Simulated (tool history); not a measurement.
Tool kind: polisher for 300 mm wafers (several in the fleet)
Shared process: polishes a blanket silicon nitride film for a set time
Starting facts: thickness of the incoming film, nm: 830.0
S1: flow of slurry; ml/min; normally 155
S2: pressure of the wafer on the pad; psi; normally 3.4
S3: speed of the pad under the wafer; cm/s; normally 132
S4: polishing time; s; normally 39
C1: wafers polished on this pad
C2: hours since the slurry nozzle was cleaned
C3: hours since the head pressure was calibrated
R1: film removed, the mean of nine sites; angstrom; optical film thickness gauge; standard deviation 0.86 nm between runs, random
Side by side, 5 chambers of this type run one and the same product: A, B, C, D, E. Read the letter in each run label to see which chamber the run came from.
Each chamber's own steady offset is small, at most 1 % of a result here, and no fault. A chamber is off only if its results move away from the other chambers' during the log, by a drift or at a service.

| run | hour | S1 | S2 | S3 | S4 | C1 | C2 | C3 | R1 |
|---|---|---|---|---|---|---|---|---|---|
|  | 6.1 | chamber C: worn pad replaced by a new one |
| 1E | 11.5 | 155 | 3.4 | 132 | 39 | 314 | 304.7 | 1199.4 | 762.12 |
|  | 19.2 | chamber D: worn pad replaced by a new one |
| 2C | 20.3 | 155 | 3.4 | 132 | 39 | 214 | 408.3 | 307.9 | 781.26 |
|  | 27.4 | chamber A: slurry nozzle cleaned |
|  | 28.9 | chamber A: worn pad replaced by a new one |
| 3A | 29.9 | 155 | 3.4 | 132 | 39 | 15 | 2.6 | 408 | 771.95 |
| 4D | 35.8 | 155 | 3.4 | 132 | 39 | 248 | 122.6 | 295 | 777.79 |
| 5B | 43.4 | 155 | 3.4 | 132 | 39 | 1067 | 573.6 | 260.3 | 744.14 |
|  | 44.5 | chamber B: worn pad replaced by a new one |
| 6E | 53.8 | 155 | 3.4 | 132 | 39 | 949 | 347 | 1241.7 | 769.24 |
| 7D | 60.6 | 155 | 3.4 | 132 | 39 | 620 | 147.4 | 319.8 | 773.5 |
| 8A | 71.1 | 155 | 3.4 | 132 | 39 | 633 | 43.8 | 449.2 | 783.58 |
|  | 72.2 | chamber C: worn pad replaced by a new one |
| 9B | 77.3 | 155 | 3.4 | 116 | 46 | 492 | 607.5 | 294.2 | 815.17 |
|  | 79.5 | chamber E: worn pad replaced by a new one |
| 10C | 86.1 | 155 | 3.4 | 116 | 46 | 209 | 474.1 | 373.7 | 824.71 |
|  | 96.3 | chamber A: worn pad replaced by a new one |
| 11E | 96.3 | 155 | 3.4 | 116 | 46 | 252 | 389.5 | 1284.2 | 819.88 |
|  | 97.6 | chamber D: worn pad replaced by a new one |
| 12B | 103.9 | 155 | 3.4 | 116 | 46 | 891 | 634.1 | 320.8 | 813.36 |
| 13D | 113.1 | 155 | 3.4 | 116 | 46 | 233 | 199.9 | 372.3 | 833.73 |
|  | 113.6 | chamber B: worn pad replaced by a new one |
| 14C | 125.4 | 155 | 3.4 | 132 | 39 | 798 | 513.4 | 413 | 774.88 |
| 15A | 137.3 | 155 | 3.4 | 132 | 39 | 615 | 110 | 515.4 | 774.68 |
|  | 140.3 | chamber C: worn pad replaced by a new one |
|  | 146.4 | chamber E: slurry nozzle cleaned |
| 16E | 147 | 155 | 3.4 | 132 | 47 | 1012 | 0.6 | 1334.9 | 905.79 |
| 17C | 154.7 | 155 | 3.4 | 132 | 47 | 216 | 542.7 | 442.3 | 915.48 |
|  | 156.3 | chamber D: slurry nozzle cleaned |
| 18B | 162.1 | 155 | 3.4 | 132 | 47 | 727 | 692.3 | 379 | 917.27 |
|  | 163 | chamber A: worn pad replaced by a new one |
| 19A | 172.7 | 155 | 3.4 | 132 | 47 | 145 | 145.4 | 550.8 | 952.38 |
|  | 173.3 | chamber D: worn pad replaced by a new one |
| 20D | 180.8 | 155 | 3.4 | 132 | 47 | 112 | 24.5 | 440 | 926.2 |
| 21D | 187.9 | 155 | 3.4 | 132 | 39 | 218 | 31.6 | 447.1 | 781.64 |
|  | 193.3 | chamber E: worn pad replaced by a new one |
|  | 193.8 | chamber B: slurry nozzle cleaned |
| 22A | 195.5 | 205 | 3.4 | 132 | 39 | 487 | 168.2 | 573.6 | 812.64 |
|  | 197.2 | chamber B: worn pad replaced by a new one |
|  | 201.2 | chamber E: head pressure recalibrated |
| 23E | 201.5 | 205 | 3.4 | 132 | 39 | 123 | 55.1 | 0.4 | 735.57 |
| 24C | 213.5 | 205 | 3.4 | 132 | 39 | 1097 | 601.5 | 501.1 | 799.3 |
|  | 216.5 | chamber C: worn pad replaced by a new one |
| 25B | 223.1 | 205 | 3.4 | 132 | 39 | 388 | 29.3 | 440 | 789.35 |
|  | 224.5 | chamber A: worn pad replaced by a new one |
| 26C | 235.5 | 205 | 3.4 | 132 | 39 | 284 | 623.5 | 523.1 | 795.68 |
|  | 235.9 | chamber D: worn pad replaced by a new one |
| 27A | 245.4 | 155 | 3.4 | 132 | 39 | 314 | 218.1 | 623.5 | 772.92 |
| 28B | 256.1 | 155 | 3.4 | 132 | 39 | 883 | 62.3 | 473 | 771.26 |
| 29D | 267.2 | 155 | 2.9 | 132 | 39 | 470 | 110.9 | 526.4 | 659.41 |
|  | 269.5 | chamber B: worn pad replaced by a new one |
| 30E | 278.3 | 155 | 2.9 | 132 | 39 | 1274 | 131.9 | 77.2 | 618.57 |
|  | 285.3 | chamber A: worn pad replaced by a new one |
| 31C | 288.2 | 155 | 2.9 | 132 | 39 | 1074 | 676.2 | 575.8 | 640.31 |
|  | 289.2 | chamber E: worn pad replaced by a new one |
| 32A | 298.9 | 155 | 2.9 | 132 | 39 | 204 | 271.6 | 677 | 665.88 |
|  | 309.2 | chamber D: worn pad replaced by a new one |
| 33D | 311.2 | 155 | 2.9 | 132 | 39 | 30 | 154.9 | 570.4 | 662.01 |
| 34B | 323.7 | 155 | 3.8 | 132 | 39 | 812 | 129.9 | 540.6 | 870.55 |
| 35E | 330.2 | 155 | 3.8 | 132 | 39 | 615 | 183.8 | 129.1 | 789.1 |
| 36A | 341.6 | 155 | 3.8 | 132 | 39 | 844 | 314.3 | 719.7 | 861.9 |

Has any chamber moved away from the others, gradually or after a service, or does the common gauge drift, or do the chambers differ only by their own small steady offsets? State the chamber and the most likely cause if one applies.

Chamber E came out of a service off from its peers and stayed that way.
Cause: head's pressure below its setpoint, % = 8.62.

Here are 4 candidates for chamber E's next run, each the usual settings with a change, their results left as question marks. Which one brings its results back in line with what the others give on the usual settings?
In line here means within this much of the mean the other chambers give on the usual settings: R1 30 angstrom
| 37E-1 | 350.7 | 155 | 3.6 | 138 | 39 |  |  |  | ? |
| 37E-2 | 350.7 | 155 | 3.3 | 132 | 37 |  |  |  | ? |
| 37E-3 | 350.7 | 155 | 3.4 | 132 | 46 |  |  |  | ? |
| 37E-4 | 350.7 | 150 | 2.9 | 132 | 39 |  |  |  | ? |

The mean the other chambers reach with the usual settings: R1 769.74 angstrom
| run | R1 |
|---|---|
| 37E-1 | 772.01 |
| 37E-2 | 648.82 |
| 37E-3 | 830.71 |
| 37E-4 | 598.88 |
37E-1 brings the chamber back in line.
